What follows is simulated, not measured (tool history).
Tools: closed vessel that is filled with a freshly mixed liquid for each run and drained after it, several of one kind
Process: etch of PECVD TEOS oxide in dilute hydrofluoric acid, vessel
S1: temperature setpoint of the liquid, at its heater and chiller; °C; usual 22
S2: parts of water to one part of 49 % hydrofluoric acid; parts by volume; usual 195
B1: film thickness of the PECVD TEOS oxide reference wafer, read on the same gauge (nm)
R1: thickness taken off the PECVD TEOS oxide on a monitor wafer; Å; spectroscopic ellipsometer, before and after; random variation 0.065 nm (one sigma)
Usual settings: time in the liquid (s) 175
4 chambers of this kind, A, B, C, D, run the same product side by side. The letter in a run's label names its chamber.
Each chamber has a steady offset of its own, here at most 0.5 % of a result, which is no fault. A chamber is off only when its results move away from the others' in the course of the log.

run 1B hour=2.7 | S1=22 S2=195 time_in_the_liquid_(s)=175 | B1=69.968 | R1=96.12
run 2D hour=6.8 | S1=22 S2=195 time_in_the_liquid_(s)=175 | B1=69.972 | R1=97.79
run 3A hour=11 | S1=22 S2=195 time_in_the_liquid_(s)=175 | B1=70.002 | R1=97.627
run 4C hour=12.9 | S1=22 S2=195 time_in_the_liquid_(s)=175 | B1=70.012 | R1=97.252
run 5C hour=15.7 | S1=22 S2=195 time_in_the_liquid_(s)=175 | B1=69.979 | R1=97.253
run 6D hour=19 | S1=22 S2=195 time_in_the_liquid_(s)=175 | B1=69.974 | R1=95.699
run 7A hour=22.8 | S1=22 S2=195 time_in_the_liquid_(s)=175 | B1=70.015 | R1=97.736
run 8B hour=26.9 | S1=22 S2=195 time_in_the_liquid_(s)=175 | B1=70.018 | R1=95.614
run 9B hour=31.1 | S1=22 S2=195 time_in_the_liquid_(s)=175 | B1=69.999 | R1=97.012
run 10C hour=35.3 | S1=22 S2=195 time_in_the_liquid_(s)=175 | B1=69.974 | R1=96.43
run 11D hour=39.2 | S1=26.5 S2=195 time_in_the_liquid_(s)=85 | B1=69.982 | R1=55.776
run 12A hour=41.8 | S1=26.5 S2=195 time_in_the_liquid_(s)=85 | B1=70.008 | R1=54.619
run 13D hour=46 | S1=26.5 S2=195 time_in_the_liquid_(s)=85 | B1=69.983 | R1=55.128
run 14C hour=48.4 | S1=26.5 S2=195 time_in_the_liquid_(s)=85 | B1=70.007 | R1=56.33
run 15B hour=52.2 | S1=22 S2=195 time_in_the_liquid_(s)=175 | B1=70.036 | R1=98.023
run 16A hour=54.9 | S1=22 S2=195 time_in_the_liquid_(s)=175 | B1=70.007 | R1=96.883
run 17B hour=58 | S1=22 S2=195 time_in_the_liquid_(s)=140 | B1=69.993 | R1=77.609
run 18D hour=60.8 | S1=22 S2=195 time_in_the_liquid_(s)=140 | B1=70 | R1=77.418
run 19A hour=63.8 | S1=22 S2=195 time_in_the_liquid_(s)=140 | B1=70.009 | R1=76.531
run 20C hour=65.8 | S1=22 S2=195 time_in_the_liquid_(s)=140 | B1=70.004 | R1=78.586
run 21B hour=70 | S1=22 S2=195 time_in_the_liquid_(s)=175 | B1=70.014 | R1=95.798
run 22A hour=73.6 | S1=18.5 S2=195 time_in_the_liquid_(s)=245 | B1=70.043 | R1=117.29
run 23C hour=77.8 | S1=18.5 S2=195 time_in_the_liquid_(s)=245 | B1=70 | R1=119.5
run 24D hour=81.5 | S1=18.5 S2=195 time_in_the_liquid_(s)=245 | B1=69.971 | R1=119.5
run 25A hour=84 | S1=18.5 S2=195 time_in_the_liquid_(s)=245 | B1=69.955 | R1=117.85
run 26B hour=85.9 | S1=22 S2=195 time_in_the_liquid_(s)=175 | B1=70.012 | R1=95.496
run 27C hour=89.2 | S1=22 S2=195 time_in_the_liquid_(s)=175 | B1=69.989 | R1=95.849
run 28D hour=91.6 | S1=22 S2=195 time_in_the_liquid_(s)=175 | B1=69.99 | R1=97.062
run 29B hour=93.8 | S1=22 S2=195 time_in_the_liquid_(s)=175 | B1=70.03 | R1=96.646
run 30C hour=96.5 | S1=22 S2=195 time_in_the_liquid_(s)=175 | B1=70.026 | R1=96.068
run 31A hour=99.9 | S1=22 S2=195 time_in_the_liquid_(s)=175 | B1=69.966 | R1=95.346
run 32D hour=102.5 | S1=22 S2=195 time_in_the_liquid_(s)=175 | B1=70.012 | R1=96.713
run 33B hour=106.4 | S1=22 S2=105 time_in_the_liquid_(s)=125 | B1=70.055 | R1=140.96
run 34C hour=110.1 | S1=22 S2=105 time_in_the_liquid_(s)=125 | B1=70.014 | R1=144.27
run 35D hour=114 | S1=22 S2=105 time_in_the_liquid_(s)=125 | B1=69.993 | R1=141.72
run 36A hour=117.2 | S1=22 S2=105 time_in_the_liquid_(s)=125 | B1=70.014 | R1=136.6
run 37D hour=120.6 | S1=22 S2=195 time_in_the_liquid_(s)=175 | B1=70.059 | R1=96.744
run 38B hour=122.7 | S1=22 S2=195 time_in_the_liquid_(s)=175 | B1=69.979 | R1=96.385
run 39A hour=126.3 | S1=22 S2=195 time_in_the_liquid_(s)=175 | B1=70.039 | R1=94.029
run 40C hour=129.6 | S1=22 S2=195 time_in_the_liquid_(s)=175 | B1=70 | R1=97.765
run 41D hour=132 | S1=22 S2=195 time_in_the_liquid_(s)=175 | B1=70.016 | R1=96.529
run 42C hour=135.9 | S1=22 S2=195 time_in_the_liquid_(s)=175 | B1=70.009 | R1=97.431
run 43B hour=138.3 | S1=22 S2=195 time_in_the_liquid_(s)=175 | B1=70.036 | R1=95.335
run 44A hour=142.3 | S1=22 S2=195 time_in_the_liquid_(s)=175 | B1=70.004 | R1=93.582

Is one chamber off against the others, does the gauge drift, or is nothing wrong? If a chamber is off, say which, and what the likeliest cause is.

Chamber A drifts away from the others.
Cause: hydrofluoric acid flow below the setpoint (%) = 3.76.
The log may not tell that from: liquid colder than its thermometer reads (K).

Here are 4 candidates for chamber A's next run, each the usual settings with a change, their results left as question marks. Which one brings its results back in line with what the others give on the usual settings?
In line means no further than this from the other chambers' mean on the usual settings: R1 2.3 Å
run 45A-1 hour=145.3 | S1=21 S2=195 time_in_the_liquid_(s)=175 | R1=?
run 45A-2 hour=145.3 | S1=22 S2=195 time_in_the_liquid_(s)=160 | R1=?
run 45A-3 hour=145.3 | S1=22 S2=195 time_in_the_liquid_(s)=190 | R1=?
run 45A-4 hour=145.3 | S1=23 S2=195 time_in_the_liquid_(s)=175 | R1=?

The other chambers' mean on the usual settings: R1 96.919 Å
run=45A-1 R1=89.406
run=45A-2 R1=84.838
run=45A-3 R1=100.75
run=45A-4 R1=96.267
45A-4 brings the chamber back in line.

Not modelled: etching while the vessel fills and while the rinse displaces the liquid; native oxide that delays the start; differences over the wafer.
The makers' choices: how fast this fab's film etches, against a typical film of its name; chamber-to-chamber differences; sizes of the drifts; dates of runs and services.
